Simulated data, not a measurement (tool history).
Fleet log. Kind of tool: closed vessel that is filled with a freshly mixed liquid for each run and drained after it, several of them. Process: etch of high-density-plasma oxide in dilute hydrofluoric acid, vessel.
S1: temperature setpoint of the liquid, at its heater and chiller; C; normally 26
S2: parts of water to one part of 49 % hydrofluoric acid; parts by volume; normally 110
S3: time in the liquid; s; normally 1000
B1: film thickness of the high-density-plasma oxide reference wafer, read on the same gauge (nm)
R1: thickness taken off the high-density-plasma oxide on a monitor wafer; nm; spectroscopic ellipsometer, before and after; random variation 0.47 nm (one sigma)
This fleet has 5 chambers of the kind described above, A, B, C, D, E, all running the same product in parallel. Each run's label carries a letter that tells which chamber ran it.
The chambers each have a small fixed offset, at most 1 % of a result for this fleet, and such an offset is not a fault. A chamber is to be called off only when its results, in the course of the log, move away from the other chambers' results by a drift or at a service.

{"run": "1E", "hour": 15.5, "S1": 26, "S2": 110, "S3": 1000, "B1": 50, "R1": 49.846}
{"run": "2A", "hour": 28.1, "S1": 26, "S2": 110, "S3": 1000, "B1": 49.998, "R1": 48.997}
{"run": "3C", "hour": 39.3, "S1": 26, "S2": 110, "S3": 1000, "B1": 49.981, "R1": 50.8}
{"hour": 47.4, "done": "chamber D: hydrofluoric acid flow meter replaced"}
{"hour": 48.4, "done": "chamber E: thermometer replaced"}
{"run": "4B", "hour": 48.4, "S1": 26, "S2": 110, "S3": 1000, "B1": 49.985, "R1": 49.724}
{"run": "5D", "hour": 62.1, "S1": 26, "S2": 110, "S3": 1000, "B1": 50.025, "R1": 48.916}
{"hour": 64.6, "done": "chamber A: thermometer replaced"}
{"run": "6D", "hour": 70.6, "S1": 26, "S2": 110, "S3": 1000, "B1": 50.028, "R1": 49.247}
{"run": "7A", "hour": 84.7, "S1": 26, "S2": 110, "S3": 1000, "B1": 49.969, "R1": 51.485}
{"run": "8E", "hour": 97.7, "S1": 26, "S2": 110, "S3": 1000, "B1": 50.008, "R1": 50.068}
{"run": "9C", "hour": 112.7, "S1": 26, "S2": 110, "S3": 1000, "B1": 49.989, "R1": 49.387}
{"run": "10B", "hour": 125.3, "S1": 26, "S2": 110, "S3": 1000, "B1": 49.991, "R1": 49.819}
{"run": "11A", "hour": 135.0, "S1": 26, "S2": 110, "S3": 1000, "B1": 49.972, "R1": 51.898}
{"run": "12E", "hour": 149.5, "S1": 26, "S2": 110, "S3": 1000, "B1": 50.006, "R1": 49.948}
{"run": "13C", "hour": 159.8, "S1": 26, "S2": 110, "S3": 1000, "B1": 49.959, "R1": 49.722}
{"run": "14B", "hour": 170.7, "S1": 26, "S2": 70, "S3": 545, "B1": 49.994, "R1": 44.687}
{"run": "15D", "hour": 177.8, "S1": 26, "S2": 70, "S3": 545, "B1": 49.987, "R1": 43.978}
{"run": "16C", "hour": 188.3, "S1": 26, "S2": 70, "S3": 545, "B1": 49.972, "R1": 44.612}
{"run": "17D", "hour": 204.0, "S1": 26, "S2": 70, "S3": 545, "B1": 50, "R1": 44.192}
{"run": "18A", "hour": 216.1, "S1": 26, "S2": 70, "S3": 545, "B1": 49.98, "R1": 47.702}
{"run": "19E", "hour": 225.8, "S1": 29.5, "S2": 110, "S3": 780, "B1": 49.99, "R1": 44.367}
{"run": "20B", "hour": 240.9, "S1": 29.5, "S2": 110, "S3": 780, "B1": 49.997, "R1": 44.252}
{"run": "21E", "hour": 249.6, "S1": 29.5, "S2": 110, "S3": 780, "B1": 50.034, "R1": 43.761}
{"hour": 251.3, "done": "chamber B: hydrofluoric acid flow meter replaced"}
{"run": "22D", "hour": 257.4, "S1": 29.5, "S2": 110, "S3": 780, "B1": 50.046, "R1": 44.261}
{"run": "23A", "hour": 272.3, "S1": 29.5, "S2": 110, "S3": 780, "B1": 50.007, "R1": 47.064}
{"run": "24B", "hour": 282.9, "S1": 26, "S2": 110, "S3": 1000, "B1": 49.963, "R1": 49.014}
{"run": "25C", "hour": 294.5, "S1": 26, "S2": 110, "S3": 1000, "B1": 49.992, "R1": 49.73}
{"run": "26D", "hour": 302.7, "S1": 26, "S2": 110, "S3": 1000, "B1": 49.995, "R1": 48.686}
{"run": "27C", "hour": 309.7, "S1": 26, "S2": 110, "S3": 1000, "B1": 50.016, "R1": 48.996}
{"run": "28A", "hour": 318.2, "S1": 26, "S2": 110, "S3": 1000, "B1": 49.998, "R1": 53.783}
{"run": "29E", "hour": 326.9, "S1": 26, "S2": 110, "S3": 1000, "B1": 50.003, "R1": 49.89}
{"run": "30B", "hour": 341.3, "S1": 26, "S2": 110, "S3": 1000, "B1": 49.972, "R1": 48.689}
{"run": "31E", "hour": 350.0, "S1": 26, "S2": 110, "S3": 1000, "B1": 49.992, "R1": 49.549}
{"run": "32B", "hour": 359.5, "S1": 26, "S2": 110, "S3": 1000, "B1": 49.969, "R1": 49.546}
{"run": "33A", "hour": 366.6, "S1": 26, "S2": 110, "S3": 1000, "B1": 50.007, "R1": 54.086}
{"run": "34C", "hour": 373.8, "S1": 26, "S2": 110, "S3": 1000, "B1": 49.973, "R1": 49.197}
{"run": "35D", "hour": 387.0, "S1": 26, "S2": 110, "S3": 1000, "B1": 50, "R1": 49.388}
{"run": "36D", "hour": 395.7, "S1": 26, "S2": 110, "S3": 1000, "B1": 49.991, "R1": 49.187}
{"run": "37A", "hour": 405.1, "S1": 26, "S2": 110, "S3": 1000, "B1": 49.975, "R1": 55.41}
{"run": "38E", "hour": 414.5, "S1": 26, "S2": 110, "S3": 1000, "B1": 49.98, "R1": 49.251}
{"run": "39C", "hour": 424.1, "S1": 26, "S2": 110, "S3": 1000, "B1": 49.981, "R1": 49.44}
{"run": "40B", "hour": 436.1, "S1": 26, "S2": 110, "S3": 1000, "B1": 49.972, "R1": 49.635}
{"run": "41C", "hour": 448.7, "S1": 28, "S2": 155, "S3": 1000, "B1": 50.009, "R1": 35.498}

One chamber off, gauge drift, or nothing amiss beyond the chambers' own small offsets? If it is a chamber, which one, and what is the likeliest cause?

It is chamber A that slowly wanders off from its peers.
Likeliest cause: hydrofluoric acid flow above the setpoint (%) = 10.8.

Chamber A could run next with any of the 4 candidate recipes listed below; each alters the usual settings, and their results appear as question marks. Which one brings its results back in line with what the other chambers deliver on the usual settings?
Maximum distance from the other chambers' mean on the usual settings for a result to count as in line: R1 1.7 nm
{"run": "42A-1", "hour": 460.2, "S1": 29, "S2": 110, "S3": 1000, "R1": "?"}
{"run": "42A-2", "hour": 460.2, "S1": 25.5, "S2": 110, "S3": 890, "R1": "?"}
{"run": "42A-3", "hour": 460.2, "S1": 26, "S2": 105, "S3": 1000, "R1": "?"}
{"run": "42A-4", "hour": 460.2, "S1": 24.5, "S2": 110, "S3": 1000, "R1": "?"}

What the other chambers average on the usual settings: R1 49.464 nm
run=42A-1 R1=62.645
run=42A-2 R1=48.84
run=42A-3 R1=58.92
run=42A-4 R1=52.784
The answer is 42A-2, which returns the chamber to within the allowed miss of the others.
